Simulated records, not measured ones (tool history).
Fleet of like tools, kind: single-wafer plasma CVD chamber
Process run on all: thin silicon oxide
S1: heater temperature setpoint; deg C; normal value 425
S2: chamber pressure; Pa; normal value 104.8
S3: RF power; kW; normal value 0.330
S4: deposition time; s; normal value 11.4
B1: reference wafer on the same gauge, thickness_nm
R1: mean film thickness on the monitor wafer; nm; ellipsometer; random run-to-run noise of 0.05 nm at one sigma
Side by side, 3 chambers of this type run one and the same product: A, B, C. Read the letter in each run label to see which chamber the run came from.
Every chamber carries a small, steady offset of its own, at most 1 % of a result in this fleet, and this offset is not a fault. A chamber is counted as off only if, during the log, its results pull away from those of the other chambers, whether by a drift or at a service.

run 1A hour=7.8 | S1=425 S2=104.8 S3=0.330 S4=11.4 | B1=20.006 | R1=20.972
run 2C hour=18.1 | S1=425 S2=104.8 S3=0.330 S4=11.4 | B1=19.995 | R1=21.049
run 3B hour=29.4 | S1=425 S2=104.8 S3=0.330 S4=11.4 | B1=20.000 | R1=21.100
run 4B hour=35.1 | S1=425 S2=104.8 S3=0.330 S4=11.4 | B1=19.995 | R1=21.005
run 5C hour=44.8 | S1=425 S2=104.8 S3=0.330 S4=11.4 | B1=20.000 | R1=20.979
run 6A hour=53.0 | S1=425 S2=104.8 S3=0.330 S4=11.4 | B1=19.990 | R1=20.852
run 7A hour=63.1 | S1=435 S2=104.8 S3=0.330 S4=11.4 | B1=19.991 | R1=20.841
run 8B hour=72.0 | S1=435 S2=104.8 S3=0.330 S4=11.4 | B1=19.995 | R1=20.900
run 9C hour=81.7 | S1=435 S2=104.8 S3=0.330 S4=11.4 | B1=19.998 | R1=20.845
run 10A hour=89.0 | S1=425 S2=104.8 S3=0.330 S4=11.4 | B1=19.991 | R1=20.927
-- hour=91.5 chamber C: capacitance manometer re-zeroed and calibrated
run 11C hour=95.8 | S1=425 S2=104.8 S3=0.330 S4=11.4 | B1=20.004 | R1=21.566
run 12B hour=102.4 | S1=425 S2=104.8 S3=0.330 S4=11.4 | B1=20.000 | R1=21.016
run 13B hour=113.8 | S1=425 S2=104.8 S3=0.330 S4=11.4 | B1=20.000 | R1=20.945
run 14C hour=123.0 | S1=425 S2=104.8 S3=0.330 S4=11.4 | B1=19.994 | R1=21.655
run 15A hour=129.9 | S1=425 S2=104.8 S3=0.370 S4=11.4 | B1=19.995 | R1=21.745
run 16C hour=135.6 | S1=425 S2=104.8 S3=0.370 S4=11.4 | B1=19.997 | R1=22.699
run 17B hour=141.9 | S1=425 S2=104.8 S3=0.370 S4=11.4 | B1=20.001 | R1=21.952
run 18A hour=149.6 | S1=425 S2=104.8 S3=0.330 S4=11.4 | B1=20.003 | R1=20.951
run 19B hour=160.2 | S1=425 S2=104.8 S3=0.330 S4=11.4 | B1=19.996 | R1=21.073
run 20C hour=169.1 | S1=425 S2=104.8 S3=0.330 S4=11.4 | B1=19.988 | R1=21.589
run 21A hour=175.0 | S1=413 S2=104.8 S3=0.330 S4=9.5 | B1=19.996 | R1=17.589
run 22C hour=184.7 | S1=413 S2=104.8 S3=0.330 S4=9.5 | B1=19.994 | R1=18.185
run 23A hour=193.5 | S1=413 S2=104.8 S3=0.330 S4=9.5 | B1=20.001 | R1=17.582
run 24B hour=205.6 | S1=425 S2=117.6 S3=0.385 S4=11.4 | B1=20.000 | R1=24.803
run 25B hour=213.3 | S1=425 S2=117.6 S3=0.385 S4=11.4 | B1=19.996 | R1=24.701
run 26C hour=222.9 | S1=425 S2=117.6 S3=0.385 S4=11.4 | B1=20.004 | R1=25.273
run 27A hour=228.9 | S1=425 S2=104.8 S3=0.330 S4=11.4 | B1=20.001 | R1=20.901

The same settings go to every chamber for the next run, one line per chamber below. Forecast the results for each:
run 28A hour=237.8 | S1=425 S2=104.8 S3=0.330 S4=11.4 | R1=?
run 28B hour=237.8 | S1=425 S2=104.8 S3=0.330 S4=11.4 | R1=?
run 28C hour=237.8 | S1=425 S2=104.8 S3=0.330 S4=11.4 | R1=?

run=28A R1=20.921
run=28B R1=21.031
run=28C R1=21.628
